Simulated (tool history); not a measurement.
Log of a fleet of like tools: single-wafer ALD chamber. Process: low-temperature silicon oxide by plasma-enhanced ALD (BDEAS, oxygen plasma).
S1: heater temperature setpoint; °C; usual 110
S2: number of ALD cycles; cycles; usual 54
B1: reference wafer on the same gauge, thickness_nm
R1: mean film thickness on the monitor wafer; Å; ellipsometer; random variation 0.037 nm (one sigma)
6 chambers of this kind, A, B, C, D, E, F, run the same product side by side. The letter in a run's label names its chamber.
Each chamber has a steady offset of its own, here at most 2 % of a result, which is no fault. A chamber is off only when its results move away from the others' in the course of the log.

Run 1D, hour 7.3: usual settings; B1 8.946. Result: R1 75.619 Å.
Run 2A, hour 13.2: usual settings; B1 8.9546. Result: R1 76.728 Å.
Run 3E, hour 19.2: usual settings; B1 8.9556. Result: R1 77.224 Å.
Run 4F, hour 23: usual settings; B1 8.9485. Result: R1 75.524 Å.
Run 5B, hour 28.8: usual settings; B1 8.94. Result: R1 77.549 Å.
Run 6C, hour 34.2: usual settings; B1 8.9566. Result: R1 75.581 Å.
Run 7A, hour 37.9: usual settings but S1 95 °C; B1 8.946. Result: R1 79.35 Å.
Run 8F, hour 44: usual settings but S1 95 °C; B1 8.9449. Result: R1 78.655 Å.
Run 9B, hour 48.6: usual settings but S1 95 °C; B1 8.95. Result: R1 80.646 Å.
Run 10C, hour 54.4: usual settings but S1 95 °C; B1 8.9447. Result: R1 78.043 Å.
Run 11E, hour 58.2: usual settings but S1 95 °C; B1 8.9481. Result: R1 79.06 Å.
Run 12D, hour 64.6: usual settings but S1 95 °C; B1 8.9473. Result: R1 79.179 Å.
Run 13B, hour 68.1: usual settings; B1 8.9382. Result: R1 77.537 Å.
Run 14E, hour 75.4: usual settings; B1 8.9501. Result: R1 76.244 Å.
Run 15C, hour 80.4: usual settings; B1 8.9572. Result: R1 75.526 Å.
Run 16F, hour 86.6: usual settings; B1 8.9446. Result: R1 75.738 Å.
Run 17D, hour 91.9: usual settings; B1 8.9478. Result: R1 75.121 Å.
Run 18A, hour 98: usual settings but S1 119 °C, S2 64 cycles; B1 8.9461. Result: R1 88.644 Å.
Run 19F, hour 104.6: usual settings but S1 119 °C, S2 64 cycles; B1 8.9534. Result: R1 87.599 Å.
Run 20C, hour 108.1: usual settings but S1 119 °C, S2 64 cycles; B1 8.9386. Result: R1 87.571 Å.
Run 21A, hour 113.7: usual settings but S1 119 °C, S2 64 cycles; B1 8.9559. Result: R1 88.778 Å.
Run 22D, hour 118.4: usual settings but S1 119 °C, S2 64 cycles; B1 8.9657. Result: R1 89 Å.
Run 23E, hour 124.5: usual settings but S1 119 °C, S2 64 cycles; B1 8.9512. Result: R1 89.495 Å.
Run 24B, hour 130.2: usual settings; B1 8.9561. Result: R1 77.087 Å.
Run 25A, hour 137.8: usual settings; B1 8.9382. Result: R1 76.488 Å.
Run 26F, hour 141.8: usual settings; B1 8.9523. Result: R1 76.039 Å.
Run 27C, hour 147.8: usual settings; B1 8.9496. Result: R1 75.553 Å.
Run 28B, hour 152.8: usual settings; B1 8.9509. Result: R1 77.68 Å.
Run 29E, hour 157.9: usual settings; B1 8.9625. Result: R1 75.452 Å.
Run 30D, hour 164.5: usual settings but S1 116 °C, S2 64 cycles; B1 8.9486. Result: R1 89.574 Å.
Run 31D, hour 170.4: usual settings but S1 116 °C, S2 64 cycles; B1 8.9433. Result: R1 88.986 Å.
Run 32E, hour 174.6: usual settings but S1 116 °C, S2 64 cycles; B1 8.9568. Result: R1 89.693 Å.
Run 33F, hour 180.6: usual settings but S1 116 °C, S2 64 cycles; B1 8.9474. Result: R1 88.554 Å.
Run 34C, hour 185.1: usual settings but S1 116 °C, S2 64 cycles; B1 8.9552. Result: R1 89.53 Å.
Run 35B, hour 190.3: usual settings but S1 116 °C, S2 64 cycles; B1 8.9466. Result: R1 90.283 Å.
Run 36A, hour 195.2: usual settings but S1 103 °C; B1 8.9449. Result: R1 76.699 Å.
Run 37E, hour 200.4: usual settings but S1 103 °C; B1 8.9448. Result: R1 77.189 Å.
Run 38F, hour 205.9: usual settings but S1 103 °C; B1 8.946. Result: R1 75.898 Å.
Run 39B, hour 212.3: usual settings but S1 103 °C; B1 8.9579. Result: R1 78.674 Å.
Run 40D, hour 218.3: usual settings but S1 103 °C; B1 8.953. Result: R1 77.085 Å.
Run 41C, hour 223.8: usual settings but S1 103 °C; B1 8.9471. Result: R1 76.845 Å.
Run 42A, hour 230.6: usual settings; B1 8.955. Result: R1 76.23 Å.
Run 43C, hour 234.7: usual settings; B1 8.9495. Result: R1 75.46 Å.
Run 44D, hour 238.5: usual settings; B1 8.9574. Result: R1 75.983 Å.

Is one chamber off against the others, does the gauge drift, or is nothing wrong? If a chamber is off, say which, and what the likeliest cause is.

No chamber stands off beyond its own small offset, and the gauge holds steady.
